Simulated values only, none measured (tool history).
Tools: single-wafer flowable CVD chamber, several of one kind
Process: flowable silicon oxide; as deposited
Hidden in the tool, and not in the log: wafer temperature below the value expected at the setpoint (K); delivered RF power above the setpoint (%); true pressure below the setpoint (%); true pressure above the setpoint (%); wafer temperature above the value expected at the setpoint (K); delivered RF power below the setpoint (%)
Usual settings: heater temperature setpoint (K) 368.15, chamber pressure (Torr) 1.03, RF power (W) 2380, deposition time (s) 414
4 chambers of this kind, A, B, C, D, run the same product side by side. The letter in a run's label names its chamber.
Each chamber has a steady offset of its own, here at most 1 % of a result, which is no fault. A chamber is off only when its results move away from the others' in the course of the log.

run,hour,heater temperature setpoint (K),chamber pressure (Torr),RF power (W),deposition time (s),hours since the last thermocouple change,hours since the last RF generator calibration,hours since the last manometer calibration,"read-back reference wafer on the same gauge, thickness_nm",mean film thickness on the monitor wafer (angstrom)
1A,6.0,368.15,1.03,2380,414,350.5,331.1,485.8,454.90,4165.0
2B,13.6,368.15,1.03,2380,414,1026.4,1989.1,2148.3,455.46,4186.9
3C,20.2,368.15,1.03,2380,414,2055.1,559.7,2267.0,454.96,4150.0
4D,24.2,368.15,1.03,2380,414,783.8,320.0,1820.9,454.89,4247.7
5C,29.6,368.15,1.03,2380,414,2064.5,569.1,2276.4,455.27,4139.8
6A,34.4,368.15,1.03,2380,414,378.9,359.5,514.2,455.05,4174.7
7D,42.6,368.15,1.03,2380,414,802.2,338.4,1839.3,455.07,4184.7
8B,50.5,368.15,1.03,2380,414,1063.3,2026.0,2185.2,455.01,4207.3
9A,56.1,368.15,1.03,2380,414,400.6,381.2,535.9,455.11,4175.2
10D,62.0,368.15,1.03,2380,414,821.6,357.8,1858.7,454.24,4225.3
11B,70.3,368.15,1.03,2380,414,1083.1,2045.8,2205.0,455.15,4210.5
12C,78.8,368.15,1.03,2380,414,2113.7,618.3,2325.6,454.13,4114.8
13D,85.6,368.15,1.03,2380,414,845.2,381.4,1882.3,455.24,4185.1
14C,91.0,368.15,1.03,2380,414,2125.9,630.5,2337.8,455.58,4188.9
15B,99.4,368.15,1.03,2380,414,1112.2,2074.9,2234.1,454.68,4184.5
16A,107.9,368.15,1.03,2380,414,452.4,433.0,587.7,454.62,4213.1
# hour 113.7: chamber C: thermocouple changed; heater temperature recalibrated
17A,114.7,368.15,1.03,2380,414,459.2,439.8,594.5,455.19,4215.1
18D,120.6,368.15,1.03,2380,414,880.2,416.4,1917.3,455.05,4206.4
19B,125.3,368.15,1.11,2380,441,1138.1,2100.8,2260.0,455.08,4857.0
20C,130.1,368.15,1.11,2380,441,16.4,669.6,2376.9,454.72,4863.9
21C,137.6,368.15,1.11,2380,441,23.9,677.1,2384.4,454.90,4837.4
22D,146.0,368.15,1.11,2380,441,905.6,441.8,1942.7,455.62,4858.3
23A,150.8,368.15,1.03,2380,414,495.3,475.9,630.6,454.34,4299.8
24B,157.3,368.15,1.03,2380,414,1170.1,2132.8,2292.0,455.27,4209.3
25A,163.8,368.15,1.03,2380,414,508.3,488.9,643.6,454.73,4290.1
26C,170.9,368.15,1.03,2380,414,57.2,710.4,2417.7,455.44,4115.5
27D,178.7,368.15,1.03,2380,414,938.3,474.5,1975.4,455.21,4199.2
28B,183.7,368.15,1.03,2380,414,1196.5,2159.2,2318.4,454.75,4227.7

All 4 chambers run these settings next. Forecast each chamber's results:
29A,190.1,368.15,1.03,2380,414,,,,,?
29B,190.1,368.15,1.03,2380,414,,,,,?
29C,190.1,368.15,1.03,2380,414,,,,,?
29D,190.1,368.15,1.03,2380,414,,,,,?

run,mean film thickness on the monitor wafer (angstrom)
29A,4383.0
29B,4200.0
29C,4160.3
29D,4201.7

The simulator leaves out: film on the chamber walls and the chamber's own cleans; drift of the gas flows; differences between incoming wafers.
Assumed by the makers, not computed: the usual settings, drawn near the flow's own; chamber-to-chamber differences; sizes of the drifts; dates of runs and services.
